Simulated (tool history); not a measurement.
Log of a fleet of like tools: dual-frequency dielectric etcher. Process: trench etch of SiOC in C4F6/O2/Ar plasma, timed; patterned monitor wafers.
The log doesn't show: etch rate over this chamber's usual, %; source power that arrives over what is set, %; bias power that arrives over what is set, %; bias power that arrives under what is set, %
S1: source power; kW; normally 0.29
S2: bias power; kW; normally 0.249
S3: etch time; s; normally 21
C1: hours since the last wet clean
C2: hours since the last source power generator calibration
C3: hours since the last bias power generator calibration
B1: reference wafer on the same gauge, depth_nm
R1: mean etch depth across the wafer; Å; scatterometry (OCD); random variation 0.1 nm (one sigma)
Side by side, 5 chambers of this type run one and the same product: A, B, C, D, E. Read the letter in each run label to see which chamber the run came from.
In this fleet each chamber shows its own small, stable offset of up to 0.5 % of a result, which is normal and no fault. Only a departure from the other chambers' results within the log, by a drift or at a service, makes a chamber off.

run,hour,S1,S2,S3,C1,C2,C3,B1,R1
1B,9.9,0.29,0.249,21,386.4,2288,1205.2,50.969,428.46
2A,18.2,0.29,0.249,21,339.8,46.9,1292.1,50.993,428.21
# hour 19.7: chamber C: wet clean of the chamber
# hour 27.6: chamber B: wet clean of the chamber
3C,27.9,0.29,0.249,21,8.2,2703.6,671.9,51.011,427.4
4D,33.8,0.29,0.249,21,236.9,1205.1,187.6,50.988,431.68
5E,41.9,0.29,0.249,21,558.9,2116.3,2657.4,50.993,427.64
# hour 51: chamber E: wet clean of the chamber
6C,53.7,0.29,0.249,21,34,2729.4,697.7,50.994,427.16
7E,61.6,0.29,0.249,21,10.7,2136,2677.1,50.994,427.73
8A,71.6,0.29,0.249,21,393.2,100.3,1345.5,50.986,430.34
9B,79.2,0.29,0.249,21,51.6,2357.3,1274.5,50.997,428.47
10D,89.2,0.29,0.249,21,292.3,1260.5,243,50.992,428.98
11D,100.2,0.29,0.249,26,303.3,1271.5,254,50.996,531.49
12A,112.1,0.29,0.249,26,433.7,140.8,1386,50.999,533.78
13E,124.2,0.29,0.249,26,73.3,2198.6,2739.7,50.99,527.07
# hour 125.6: chamber A: wet clean of the chamber
14C,134.3,0.29,0.249,26,114.6,2810,778.3,51.005,531.47
15B,141.3,0.29,0.249,26,113.7,2419.4,1336.6,51.033,530.8
16C,153.4,0.29,0.249,21,133.7,2829.1,797.4,51.022,427.02
17B,159.9,0.29,0.249,21,132.3,2438,1355.2,51.003,430.73
18A,168.4,0.29,0.249,21,42.9,197.1,1442.3,51.01,429.39
# hour 170.2: chamber D: wet clean of the chamber
19D,177.8,0.29,0.249,21,7.6,1349.1,331.6,50.991,430.99
20E,185.3,0.25,0.249,21,134.4,2259.7,2800.8,50.995,405.3
21E,194.9,0.25,0.249,21,144,2269.3,2810.4,50.978,403.64
# hour 199.7: chamber B: source power generator calibrated
22C,202.6,0.25,0.249,21,182.9,2878.3,846.6,50.964,405.12
# hour 206.5: chamber E: source power generator calibrated
23A,210.4,0.25,0.249,21,84.9,239.1,1484.3,51.018,405.46
24D,218.6,0.25,0.249,21,48.4,1389.9,372.4,50.983,406.02
25B,229.7,0.29,0.249,21,202.1,30,1425,51.021,427.67
26D,240.9,0.29,0.249,21,70.7,1412.2,394.7,51.017,430.35
27E,246.5,0.29,0.249,21,195.6,40,2862,50.971,428.25
28B,256.9,0.29,0.249,21,229.3,57.2,1452.2,51.017,428.96
29C,265.8,0.29,0.249,21,246.1,2941.5,909.8,50.982,428.49
30A,277.6,0.29,0.249,21,152.1,306.3,1551.5,51.007,430.1
31D,286.7,0.27,0.249,19,116.5,1458,440.5,50.976,379.7

Read the log: is a single chamber off, either drifting away or since a service, is the gauge that measures every chamber drifting, or is nothing wrong beyond small per-chamber offsets? Name any odd chamber and what most likely caused it.

Beyond each chamber's small constant offset nothing stands out, and the gauge stays steady.

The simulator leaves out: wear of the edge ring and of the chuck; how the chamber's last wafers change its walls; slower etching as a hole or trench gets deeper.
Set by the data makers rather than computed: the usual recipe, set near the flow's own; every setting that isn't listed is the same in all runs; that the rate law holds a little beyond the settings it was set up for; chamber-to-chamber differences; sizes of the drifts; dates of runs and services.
